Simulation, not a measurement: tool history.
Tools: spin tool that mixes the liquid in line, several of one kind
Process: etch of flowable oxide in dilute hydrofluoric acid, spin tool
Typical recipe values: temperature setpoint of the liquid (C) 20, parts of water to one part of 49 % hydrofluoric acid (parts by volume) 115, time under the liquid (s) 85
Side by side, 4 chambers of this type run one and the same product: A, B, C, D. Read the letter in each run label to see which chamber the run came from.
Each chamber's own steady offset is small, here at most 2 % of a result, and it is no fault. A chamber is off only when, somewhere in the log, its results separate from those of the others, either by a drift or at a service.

run	day	temperature setpoint of the liquid (C)	parts of water to one part of 49 % hydrofluoric acid (parts by volume)	time under the liquid (s)	hours since the thermometer was replaced	hours since the hydrofluoric acid flow meter was replaced	read-back film thickness of the flowable oxide reference wafer, read on the same gauge (nm)	thickness taken off the flowable oxide on a monitor wafer (angstrom)
1D	0.362	20	115	85	328.3	768.7	130.02	218.23
2A	0.642	20	115	85	33.3	960	130.01	220.11
3C	0.992	20	115	85	965.2	300.7	130	214.76
4B	1.217	20	115	85	800.3	150.3	130	215.42
5C	1.467	20	115	85	976.6	312.1	130	214.6
6B	1.746	20	115	85	813	163	129.99	217.28
7A	2.117	20	115	85	68.7	995.4	130.01	219.23
8D	2.304	20	115	85	374.9	815.3	129.99	218.2
# day 2.588: chamber D: hydrofluoric acid flow meter replaced
9B	2.683	20	115	85	835.5	185.5	130.02	215.8
10D	2.854	20	115	85	388.1	6.4	130.03	219.42
11C	3.238	20	115	85	1019.1	354.6	129.99	216.12
12A	3.454	20	115	85	100.8	1027.5	129.99	219.38
13A	3.775	20	115	85	108.5	1035.2	129.99	217.68
14D	4.004	20	115	85	415.7	34	129.99	220.83
15C	4.217	20	115	85	1042.6	378.1	130.02	214.87
16B	4.542	20	115	85	880.1	230.1	130.01	214.69
17D	4.858	20	115	85	436.2	54.5	129.99	219.81
18A	5.058	20	115	85	139.3	1066	129.99	218.95
19B	5.429	20	115	85	901.4	251.4	129.98	214.73
20C	5.629	20	115	85	1076.5	412	130	213.47
21C	5.904	20	115	85	1083.1	418.6	129.99	215.56
22D	6.258	20	115	85	469.8	88.1	129.99	223.13
23A	6.433	20	115	85	172.3	1099	130.02	219.61
24B	6.692	20	115	85	931.7	281.7	129.99	214.52
25B	7.025	20	115	85	939.7	289.7	129.98	216.22
26C	7.321	20	115	85	1117.1	452.6	130	214.98
27D	7.558	17	160	85	501	119.3	130	135.1
28A	7.788	17	160	85	204.8	1131.5	129.96	132.76
29B	8.079	17	160	85	965	315	129.98	130.7
30C	8.429	17	160	85	1143.7	479.2	129.99	131.56
31D	8.621	20	115	85	526.5	144.8	129.98	223.96
32A	8.858	20	115	85	230.5	1157.2	130	218.46
33D	9.125	20	115	85	538.6	156.9	130	225.97

All chambers now run identical settings, listed one chamber a line with results as question marks. What results will each chamber show?
34A	9.404	20	115	85				?
34B	9.404	20	115	85				?
34C	9.404	20	115	85				?
34D	9.404	20	115	85				?

run	thickness taken off the flowable oxide on a monitor wafer (angstrom)
34A	218.22
34B	214.26
34C	215.27
34D	224.87
